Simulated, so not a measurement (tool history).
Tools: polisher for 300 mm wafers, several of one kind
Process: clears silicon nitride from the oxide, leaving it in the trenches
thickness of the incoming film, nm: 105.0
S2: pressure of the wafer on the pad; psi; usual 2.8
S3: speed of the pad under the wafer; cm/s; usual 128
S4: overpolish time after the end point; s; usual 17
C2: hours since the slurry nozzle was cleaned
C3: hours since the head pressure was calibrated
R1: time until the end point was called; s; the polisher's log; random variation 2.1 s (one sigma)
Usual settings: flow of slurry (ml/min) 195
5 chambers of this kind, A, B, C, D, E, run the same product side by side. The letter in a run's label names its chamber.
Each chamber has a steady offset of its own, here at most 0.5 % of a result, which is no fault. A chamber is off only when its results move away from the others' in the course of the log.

Run 1C, day 0.175: usual settings; wafers polished on this pad 482; C2 346.9; C3 875.9. Result: R1 113.72 s.
Run 2A, day 0.396: usual settings; wafers polished on this pad 398; C2 570.3; C3 205.7. Result: R1 112.77 s.
Run 3B, day 0.633: usual settings; wafers polished on this pad 324; C2 64.2; C3 1064.3. Result: R1 106.77 s.
Run 4E, day 0.783: usual settings; wafers polished on this pad 511; C2 88.3; C3 134.9. Result: R1 108.53 s.
Run 5D, day 0.917: usual settings; wafers polished on this pad 534; C2 610.6; C3 268.3. Result: R1 111.3 s.
Run 6E, day 1.125: usual settings; wafers polished on this pad 553; C2 96.5; C3 143.1. Result: R1 111.29 s.
Run 7B, day 1.346: usual settings; wafers polished on this pad 412; C2 81.3; C3 1081.4. Result: R1 108.93 s.
Run 8C, day 1.554: usual settings; wafers polished on this pad 653; C2 380; C3 909. Result: R1 112.7 s.
At day 1.617: chamber B: head pressure recalibrated.
Run 9D, day 1.854: usual settings but S2 2.3 psi; wafers polished on this pad 650; C2 633.1; C3 290.8. Result: R1 139.74 s.
Run 10A, day 2.038: usual settings but S2 2.3 psi; wafers polished on this pad 602; C2 609.7; C3 245.1. Result: R1 133.18 s.
Run 11D, day 2.267: usual settings but S2 2.3 psi; wafers polished on this pad 701; C2 643; C3 300.7. Result: R1 135.95 s.
Run 12C, day 2.504: usual settings but S2 2.3 psi; wafers polished on this pad 770; C2 402.8; C3 931.8. Result: R1 135.85 s.
Run 13E, day 2.712: usual settings but S2 2.3 psi; wafers polished on this pad 750; C2 134.6; C3 181.2. Result: R1 140.04 s.
Run 14B, day 2.867: usual settings; wafers polished on this pad 601; C2 117.8; C3 30. Result: R1 106.94 s.
Run 15A, day 3.146: usual settings; wafers polished on this pad 739; C2 636.3; C3 271.7. Result: R1 113.56 s.
Run 16D, day 3.371: usual settings; wafers polished on this pad 838; C2 669.5; C3 327.2. Result: R1 113.11 s.
At day 3.396: chamber C: worn pad replaced by a new one.
Run 17C, day 3.579: usual settings; wafers polished on this pad 23; C2 428.6; C3 957.6. Result: R1 111.29 s.
Run 18E, day 3.879: usual settings but S3 114 cm/s; wafers polished on this pad 894; C2 162.6; C3 209.2. Result: R1 127.88 s.
Run 19B, day 4.05: usual settings but S3 114 cm/s; wafers polished on this pad 747; C2 146.2; C3 58.4. Result: R1 127.4 s.
Run 20A, day 4.275: usual settings but S3 114 cm/s; wafers polished on this pad 879; C2 663.4; C3 298.8. Result: R1 122.91 s.
Run 21C, day 4.412: usual settings but S3 114 cm/s; wafers polished on this pad 126; C2 448.6; C3 977.6. Result: R1 125.87 s.
Run 22B, day 4.592: usual settings but S3 114 cm/s; wafers polished on this pad 814; C2 159.2; C3 71.4. Result: R1 124.54 s.
Run 23E, day 4.746: usual settings; wafers polished on this pad 1001; C2 183.4; C3 230. Result: R1 116.29 s.
Run 24D, day 5.004: usual settings; wafers polished on this pad 1040; C2 708.7; C3 366.4. Result: R1 111.73 s.
At day 5.088: chamber D: slurry nozzle cleaned.
At day 5.229: chamber A: slurry nozzle cleaned.
Run 25A, day 5.246: usual settings; wafers polished on this pad 999; C2 0.4; C3 322.1. Result: R1 113.42 s.
Run 26E, day 5.4: usual settings; wafers polished on this pad 1082; C2 199.1; C3 245.7. Result: R1 111.09 s.
Run 27D, day 5.588: usual settings; wafers polished on this pad 1112; C2 12; C3 380.4. Result: R1 112.43 s.
Run 28B, day 5.867: usual settings; wafers polished on this pad 972; C2 189.8; C3 102. Result: R1 113.53 s.
At day 6: chamber E: worn pad replaced by a new one.
Run 29C, day 6.092: usual settings; wafers polished on this pad 334; C2 488.9; C3 1017.9. Result: R1 112.29 s.
Run 30A, day 6.312: usual settings but S4 7 s; wafers polished on this pad 1131; C2 26; C3 347.7. Result: R1 110.55 s.
Run 31D, day 6.467: usual settings but S4 7 s; wafers polished on this pad 1221; C2 33.1; C3 401.5. Result: R1 109.17 s.
Run 32A, day 6.704: usual settings but S4 7 s; wafers polished on this pad 1179; C2 35.4; C3 357.1. Result: R1 111.23 s.
Run 33C, day 6.854: usual settings but S4 7 s; wafers polished on this pad 428; C2 507.2; C3 1036.2. Result: R1 116.22 s.
Run 34E, day 7.008: usual settings but S4 7 s; wafers polished on this pad 125; C2 237.7; C3 284.3. Result: R1 112.1 s.
At day 7.075: chamber D: worn pad replaced by a new one.
Run 35B, day 7.212: usual settings; wafers polished on this pad 1138; C2 222.1; C3 134.3. Result: R1 117.39 s.
At day 7.254: chamber A: worn pad replaced by a new one.
Run 36B, day 7.479: usual settings; wafers polished on this pad 1171; C2 228.5; C3 140.7. Result: R1 121.79 s.
Run 37C, day 7.746: usual settings; wafers polished on this pad 538; C2 528.6; C3 1057.6. Result: R1 115.02 s.
Run 38A, day 7.983: usual settings but S3 96 cm/s; wafers polished on this pad 90; C2 66.1; C3 387.8. Result: R1 143.36 s.
Run 39D, day 8.125: usual settings but S3 96 cm/s; wafers polished on this pad 130; C2 72.9; C3 441.3. Result: R1 142.6 s.
Run 40E, day 8.338: usual settings but S3 96 cm/s; wafers polished on this pad 289; C2 269.6; C3 316.2. Result: R1 146.01 s.
Run 41B, day 8.542: usual settings but S3 96 cm/s; wafers polished on this pad 1303; C2 254; C3 166.2. Result: R1 163.64 s.
Run 42E, day 8.767: usual settings but S3 96 cm/s; wafers polished on this pad 342; C2 279.9; C3 326.5. Result: R1 149.15 s.

Next, every chamber runs the same settings. What will each give?
Run 43A, day 8.988: usual settings. Result: R1 ?.
Run 43B, day 8.988: usual settings. Result: R1 ?.
Run 43C, day 8.988: usual settings. Result: R1 ?.
Run 43D, day 8.988: usual settings. Result: R1 ?.
Run 43E, day 8.988: usual settings. Result: R1 ?.

run      R1
43A  113.96
43B   122.9
43C  111.09
43D  112.11
43E  110.45
